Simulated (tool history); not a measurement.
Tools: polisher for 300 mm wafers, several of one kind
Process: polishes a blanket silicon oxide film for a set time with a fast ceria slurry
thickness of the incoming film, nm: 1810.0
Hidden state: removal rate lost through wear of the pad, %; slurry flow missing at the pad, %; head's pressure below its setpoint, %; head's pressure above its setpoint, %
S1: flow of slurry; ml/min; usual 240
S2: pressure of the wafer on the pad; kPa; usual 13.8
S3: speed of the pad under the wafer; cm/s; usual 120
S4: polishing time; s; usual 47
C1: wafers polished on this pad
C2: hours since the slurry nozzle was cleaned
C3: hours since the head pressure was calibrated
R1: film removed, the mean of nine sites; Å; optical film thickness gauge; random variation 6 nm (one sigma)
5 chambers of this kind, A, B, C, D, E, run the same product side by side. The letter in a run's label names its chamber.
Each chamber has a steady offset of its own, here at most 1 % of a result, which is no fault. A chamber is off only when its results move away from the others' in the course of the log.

run,hour,S1,S2,S3,S4,C1,C2,C3,R1
1B,7.0,240,13.8,120,47,529,100.5,125.8,6339.3
2A,17.1,240,13.8,120,47,732,261.5,788.9,6291.2
3C,25.1,240,13.8,120,47,856,262.9,722.4,6344.1
# hour 26.2: chamber D: worn pad replaced by a new one
# hour 27.1: chamber A: worn pad replaced by a new one
4E,33.4,240,13.8,120,47,793,319.3,830.9,6307.6
# hour 38.1: chamber C: worn pad replaced by a new one
# hour 38.6: chamber B: worn pad replaced by a new one
# hour 40.3: chamber E: worn pad replaced by a new one
5D,42.9,240,13.8,120,47,230,503.6,112.9,6342.1
6C,51.5,240,13.8,120,47,184,289.3,748.8,6317.1
7D,59.1,240,13.8,120,47,452,519.8,129.1,6267.1
8A,64.9,240,13.8,120,47,519,309.3,836.7,6360.8
# hour 67.6: chamber E: slurry nozzle cleaned
9E,71.3,240,13.8,120,47,426,3.8,868.8,6391.8
10B,79.5,240,13.8,120,47,562,173.0,198.3,6455.6
11E,87.1,240,13.8,120,47,642,19.6,884.6,6363.0
12C,99.2,240,13.8,120,47,838,337.0,796.5,6355.5
# hour 99.7: chamber E: worn pad replaced by a new one
# hour 104.5: chamber A: worn pad replaced by a new one
# hour 106.1: chamber C: worn pad replaced by a new one
# hour 107.0: chamber D: worn pad replaced by a new one
13D,107.9,240,13.8,120,47,12,568.6,177.9,6291.1
# hour 113.3: chamber B: worn pad replaced by a new one
# hour 116.7: chamber D: slurry nozzle cleaned
14B,117.5,240,13.8,120,47,58,211.0,236.3,6275.8
# hour 129.5: chamber A: slurry nozzle cleaned
15A,129.7,240,13.8,120,47,346,0.3,901.5,6322.6
16D,136.7,240,13.8,120,47,407,20.0,206.7,6371.8
# hour 144.5: chamber C: slurry nozzle cleaned
17B,146.7,240,13.8,120,47,459,240.2,265.5,6369.1
18A,154.3,240,13.8,120,47,684,24.9,926.1,6263.2
19C,165.4,240,13.8,120,47,814,21.0,862.7,6343.6
# hour 168.8: chamber E: worn pad replaced by a new one
20E,171.9,240,13.8,120,47,43,104.4,969.4,6476.8
# hour 172.2: chamber A: worn pad replaced by a new one
21B,178.3,240,13.8,120,47,892,271.8,297.1,6394.2
# hour 178.9: chamber C: worn pad replaced by a new one
# hour 179.8: chamber D: worn pad replaced by a new one
22C,190.4,240,13.8,120,47,157,46.0,887.7,6317.3
# hour 190.6: chamber B: worn pad replaced by a new one
23E,199.3,240,13.8,120,47,419,131.8,996.8,6322.4
24A,208.6,240,13.8,120,47,500,79.2,980.4,6364.1
# hour 208.7: chamber A: head pressure recalibrated
25D,219.4,240,9.7,148,47,544,102.7,289.4,5408.9
26C,231.9,240,9.7,148,47,727,87.5,929.2,5446.5
# hour 233.6: chamber B: head pressure recalibrated
# hour 235.4: chamber A: worn pad replaced by a new one
# hour 236.7: chamber E: worn pad replaced by a new one
27B,237.7,240,9.7,148,47,647,331.2,4.1,5498.4
# hour 244.5: chamber D: worn pad replaced by a new one
# hour 249.3: chamber C: worn pad replaced by a new one
28A,249.4,240,9.7,148,47,192,120.0,40.8,4863.1
29D,256.8,240,9.7,148,47,169,140.1,326.8,5488.5
# hour 258.0: chamber B: worn pad replaced by a new one
# hour 267.3: chamber C: head pressure recalibrated
30E,267.5,240,13.8,120,47,423,200.0,1065.0,6416.7
31D,279.2,240,13.8,120,47,476,162.5,349.2,6317.7
32C,285.5,240,13.8,120,47,497,141.1,18.3,6315.4
33E,291.7,240,13.8,120,47,755,224.2,1089.2,6431.6
# hour 298.8: chamber A: worn pad replaced by a new one
34A,304.1,240,13.8,120,47,73,174.7,95.5,5689.7
# hour 307.9: chamber E: worn pad replaced by a new one
35B,311.5,240,13.8,120,47,734,405.0,77.9,6347.9
36B,319.2,240,17.9,120,47,839,412.7,85.6,8279.5
# hour 323.9: chamber C: worn pad replaced by a new one
37E,325.7,240,17.9,120,47,245,258.2,1123.2,8214.7
38C,335.7,240,17.9,120,47,162,191.3,68.5,8245.8
39A,342.8,240,17.9,120,47,604,213.4,134.2,7289.4

What goes on in this fleet: one chamber off, a drifting gauge, or nothing beyond the chambers' own small offsets? Name the chamber and the cause, if any.

A service left chamber A off against the others.
Cause: head's pressure below its setpoint, % = 11.8.

Here are 4 candidates for chamber A's next run, each the usual settings with a change, their results left as question marks. Which one brings its results back in line with what the others give on the usual settings?
In line means no further than this from the other chambers' mean on the usual settings: R1 210.0 Å
40A-1,352.1,240,13.8,106,42,,,,?
40A-2,352.1,240,13.1,116,45,,,,?
40A-3,352.1,240,13.8,152,47,,,,?
40A-4,352.1,240,14.5,126,49,,,,?

The other chambers' mean on the usual settings: R1 6376.8 Å
run,R1
40A-1,4426.3
40A-2,4933.1
40A-3,7103.8
40A-4,6442.8
40A-4 brings the chamber back in line.

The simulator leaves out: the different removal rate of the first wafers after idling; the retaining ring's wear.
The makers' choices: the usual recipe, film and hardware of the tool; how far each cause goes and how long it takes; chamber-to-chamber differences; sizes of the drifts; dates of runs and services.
